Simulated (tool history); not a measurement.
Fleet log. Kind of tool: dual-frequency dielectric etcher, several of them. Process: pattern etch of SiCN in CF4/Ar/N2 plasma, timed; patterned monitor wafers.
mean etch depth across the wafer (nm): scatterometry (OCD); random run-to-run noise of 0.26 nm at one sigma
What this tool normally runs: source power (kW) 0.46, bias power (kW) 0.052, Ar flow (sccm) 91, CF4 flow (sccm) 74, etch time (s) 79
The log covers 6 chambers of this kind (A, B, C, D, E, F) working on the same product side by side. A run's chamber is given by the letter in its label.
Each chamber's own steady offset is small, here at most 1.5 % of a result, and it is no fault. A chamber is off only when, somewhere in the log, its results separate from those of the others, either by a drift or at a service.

run,hour,source power (kW),bias power (kW),Ar flow (sccm),CF4 flow (sccm),etch time (s),"read-back reference wafer on the same gauge, depth_nm",mean etch depth across the wafer (nm)
1B,4.2,0.46,0.052,91,74,79,64.87,63.966
2F,8,0.46,0.052,91,74,79,64.901,63.174
3E,12.4,0.46,0.052,91,74,79,64.877,63.709
4D,18.3,0.46,0.052,91,74,79,64.869,64.59
5A,22.2,0.52,0.052,107,74,79,65.016,69.811
# hour 25.2: chamber F: wet clean of the chamber
6C,29.8,0.52,0.052,107,74,79,64.854,68.929
7B,37.4,0.52,0.052,107,74,79,64.861,69.706
8C,44.2,0.52,0.052,107,74,79,64.87,69.248
9A,52,0.52,0.052,107,74,79,64.916,69.366
10F,57.8,0.52,0.052,107,74,79,64.908,69.177
11E,65.6,0.46,0.052,91,74,79,64.841,63.803
12D,69.8,0.46,0.052,91,74,79,64.947,64.22
# hour 72.4: chamber E: wet clean of the chamber
13F,77.6,0.46,0.052,91,74,79,64.961,63.58
14B,82.2,0.46,0.052,91,74,79,64.83,64.013
15C,88.3,0.46,0.052,91,74,79,64.918,64.161
16E,92.1,0.46,0.052,91,74,79,64.946,67.176
17D,98.4,0.46,0.052,91,63,58.5,64.924,46.318
18A,105.8,0.46,0.052,91,63,58.5,64.897,46.299
19A,110.6,0.46,0.052,91,63,58.5,64.877,46.418
20E,115.6,0.46,0.052,91,63,58.5,64.901,48.289
21D,119.9,0.46,0.052,91,63,58.5,64.945,46.104
# hour 123.7: chamber B: Ar flow controller replaced
22C,127.2,0.46,0.052,91,63,58.5,64.844,45.998
23B,133,0.46,0.052,91,74,79,64.868,63.448
24F,137.7,0.46,0.052,82,74,79,64.99,64.853
25C,141.6,0.46,0.052,82,74,79,64.891,64.7
26B,145.5,0.46,0.052,82,74,79,64.81,64.607
27A,152.4,0.46,0.052,82,74,79,64.896,65.657
28F,157.2,0.46,0.052,82,74,79,64.887,64.327
29E,163.5,0.46,0.052,82,74,79,64.947,68.501
30D,169.4,0.46,0.052,91,74,79,64.837,64.504
31C,176,0.46,0.052,91,74,79,64.88,64.065
32E,183.5,0.46,0.052,91,74,79,64.916,67.409
33A,187.5,0.46,0.052,91,74,79,64.875,64.568
34B,193.1,0.46,0.052,91,74,79,64.913,64.084
35F,199.9,0.46,0.052,91,74,79,64.892,63.757
36D,207.9,0.46,0.052,81,87,79,64.959,66.898
37B,211.6,0.46,0.052,81,87,79,64.86,66.74

Read the log: is a single chamber off, either drifting away or since a service, is the gauge that measures every chamber drifting, or is nothing wrong beyond small per-chamber offsets? Name any odd chamber and what most likely caused it.

A service left chamber E off against the others.
Most likely cause: etch rate over this chamber's usual, % = 5.05.

Chamber E could run next with any of the 4 candidate recipes listed below; each alters the usual settings, and their results appear as question marks. Which one brings its results back in line with what the other chambers deliver on the usual settings?
In line here means within this much of the mean the other chambers give on the usual settings: mean etch depth across the wafer (nm) 0.93
38E-1,217.4,0.46,0.052,91,74,77.5,,?
38E-2,217.4,0.46,0.059,91,79,79,,?
38E-3,217.4,0.46,0.052,84,79,79,,?
38E-4,217.4,0.46,0.051,91,74,75.5,,?

Average result of the remaining chambers running the usual settings: mean etch depth across the wafer (nm) 63.927
run,mean etch depth across the wafer (nm)
38E-1,65.972
38E-2,70.752
38E-3,68.802
38E-4,63.874
The right change is 38E-4: it brings the chamber back within the allowed miss of the others.

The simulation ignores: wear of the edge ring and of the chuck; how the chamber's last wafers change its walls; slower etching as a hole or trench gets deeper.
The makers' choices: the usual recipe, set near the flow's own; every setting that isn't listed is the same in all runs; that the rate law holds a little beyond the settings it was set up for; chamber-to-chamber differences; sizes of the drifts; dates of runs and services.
